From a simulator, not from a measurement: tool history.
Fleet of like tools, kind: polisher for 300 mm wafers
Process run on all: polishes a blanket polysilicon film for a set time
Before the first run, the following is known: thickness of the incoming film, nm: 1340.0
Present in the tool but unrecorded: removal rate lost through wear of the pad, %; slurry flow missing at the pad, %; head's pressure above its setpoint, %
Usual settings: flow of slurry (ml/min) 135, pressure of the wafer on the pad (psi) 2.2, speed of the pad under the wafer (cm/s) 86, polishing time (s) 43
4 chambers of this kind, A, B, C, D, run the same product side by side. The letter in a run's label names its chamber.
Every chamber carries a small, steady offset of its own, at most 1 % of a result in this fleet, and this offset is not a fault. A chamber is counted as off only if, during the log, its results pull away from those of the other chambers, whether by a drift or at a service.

run     day  flow of slurry (ml/min)  pressure of the wafer on the pad (psi)  speed of the pad under the wafer (cm/s)  polishing time (s)  wafers polished on this pad  hours since the slurry nozzle was cleaned  hours since the head pressure was calibrated  film removed (Å)
      0.179  -- chamber C: worn pad replaced by a new one
 1B   0.312                      135                                     2.2                                       86                  43                          316                                      163.9                                        1058.3            2529.5
 2D   0.579                      135                                     2.2                                       86                  43                          201                                      498.6                                           494            2541.3
 3A   0.858                      135                                     2.2                                       86                  43                          219                                       59.2                                          83.3            2521.8
 4C   1.175                      135                                     2.2                                       86                  43                          174                                      286.2                                         361.9            2536.6
 5D   1.367                      135                                     2.2                                       86                  43                          339                                      517.5                                         512.9            2483.2
 6B   1.758                      135                                     2.2                                       86                  43                          569                                      198.6                                          1093            2543.8
 7C   1.946                      135                                     2.2                                       86                  43                          309                                      304.7                                         380.4              2573
 8A   2.154                      135                                     2.2                                       86                  43                          446                                       90.3                                         114.4              2560
 9C   2.483                      135                                     2.2                                       86                  43                          403                                      317.6                                         393.3            2581.8
      2.867  -- chamber B: worn pad replaced by a new one
10A   2.883                      135                                     2.2                                       86                  52                          574                                      107.8                                         131.9            3055.8
11D   3.062                      135                                     2.2                                       86                  52                          637                                      558.2                                         553.6            3039.2
12B   3.392                      135                                     2.2                                       86                  52                           92                                      237.8                                        1132.2            3049.6
13D   3.792                      135                                     2.2                                       86                  52                          764                                      575.7                                         571.1            3030.8
14B   4.192                      135                                     2.2                                       86                  43                          232                                        257                                        1151.4            2487.7
15A   4.583                      135                                     2.2                                       86                  43                          872                                      148.6                                         172.7            2543.6
      4.621  -- chamber D: slurry nozzle cleaned
16C   4.792                      135                                     2.2                                       86                  43                          808                                        373                                         448.7            2559.3
17C   4.988                      135                                     2.2                                       86                  43                          842                                      377.7                                         453.4            2621.6
18A   5.233                      135                                     2.8                                       96                  43                          985                                      164.2                                         188.3              3659
19D   5.483                      135                                     2.8                                       96                  43                         1061                                       20.8                                         611.7            3587.4
20B   5.792                      135                                     2.8                                       96                  43                          513                                      295.4                                        1189.8            3526.4
21A   6.146                      135                                     2.8                                       96                  43                         1145                                      186.1                                         210.2            3587.8
22B    6.35                      135                                     2.2                                       86                  43                          611                                      308.8                                        1203.2            2456.2
      6.538  -- chamber A: worn pad replaced by a new one
23D    6.55                      135                                     2.8                                       66                  43                         1248                                       46.4                                         637.3              2457
24C   6.738                      135                                     2.8                                       66                  43                         1149                                      419.7                                         495.4            2536.7
      6.821  -- chamber A: slurry nozzle cleaned
      6.921  -- chamber C: worn pad replaced by a new one
25A   7.054                      135                                     2.8                                       66                  43                           91                                        5.7                                           232            2509.5
      7.058  -- chamber D: worn pad replaced by a new one
      7.125  -- chamber B: worn pad replaced by a new one
26C   7.404                      135                                     2.8                                       66                  43                           84                                      435.7                                         511.4            2472.5
27B   7.596                      135                                     2.2                                       86                  43                           83                                      338.7                                        1233.1            2453.3
28D   7.946                      135                                     2.2                                       86                  43                          155                                       79.9                                         670.8            2528.6
29D   8.238                      135                                     2.2                                       86                  43                          206                                       86.9                                         677.8            2524.1
30C   8.533                      135                                     2.2                                       76                  54                          282                                      462.8                                         538.5            2858.3
31B   8.708                      135                                     2.2                                       76                  54                          278                                      365.4                                        1259.8            2675.2
32A   9.042                      135                                     2.2                                       76                  54                          439                                       53.4                                         279.7              2840
33D   9.292                      135                                     2.2                                       76                  54                          391                                      112.2                                         703.1            2842.8
34C   9.588                      135                                     2.2                                       86                  43                          467                                      488.1                                         563.8            2578.7
35A   9.917                      135                                     2.2                                       86                  43                          592                                       74.4                                         300.7            2559.8
     10.017  -- chamber B: head pressure recalibrated
36B  10.154                      135                                     2.2                                       86                  43                          531                                      400.1                                           3.3            2389.1
     10.454  -- chamber B: worn pad replaced by a new one
37C  10.454                      135                                     2.2                                       86                  43                          619                                      508.9                                         584.6            2564.5
38B  10.646                      135                                     2.2                                       86                  43                           34                                      411.9                                          15.1            2381.2
     10.733  -- chamber D: head pressure recalibrated
39D  11.046                      135                                     2.2                                       86                  43                          698                                      154.3                                           7.5              2551

Next, all 4 chambers run the settings below, one line each with question marks for the results. What does each chamber give?
40A  11.338                      135                                     2.2                                      104                  43                                                                                                                                       ?
40B  11.338                      135                                     2.2                                      104                  43                                                                                                                                       ?
40C  11.338                      135                                     2.2                                      104                  43                                                                                                                                       ?
40D  11.338                      135                                     2.2                                      104                  43                                                                                                                                       ?

run  film removed (Å)
40A            3052.5
40B            2775.6
40C            3118.1
40D            3053.2

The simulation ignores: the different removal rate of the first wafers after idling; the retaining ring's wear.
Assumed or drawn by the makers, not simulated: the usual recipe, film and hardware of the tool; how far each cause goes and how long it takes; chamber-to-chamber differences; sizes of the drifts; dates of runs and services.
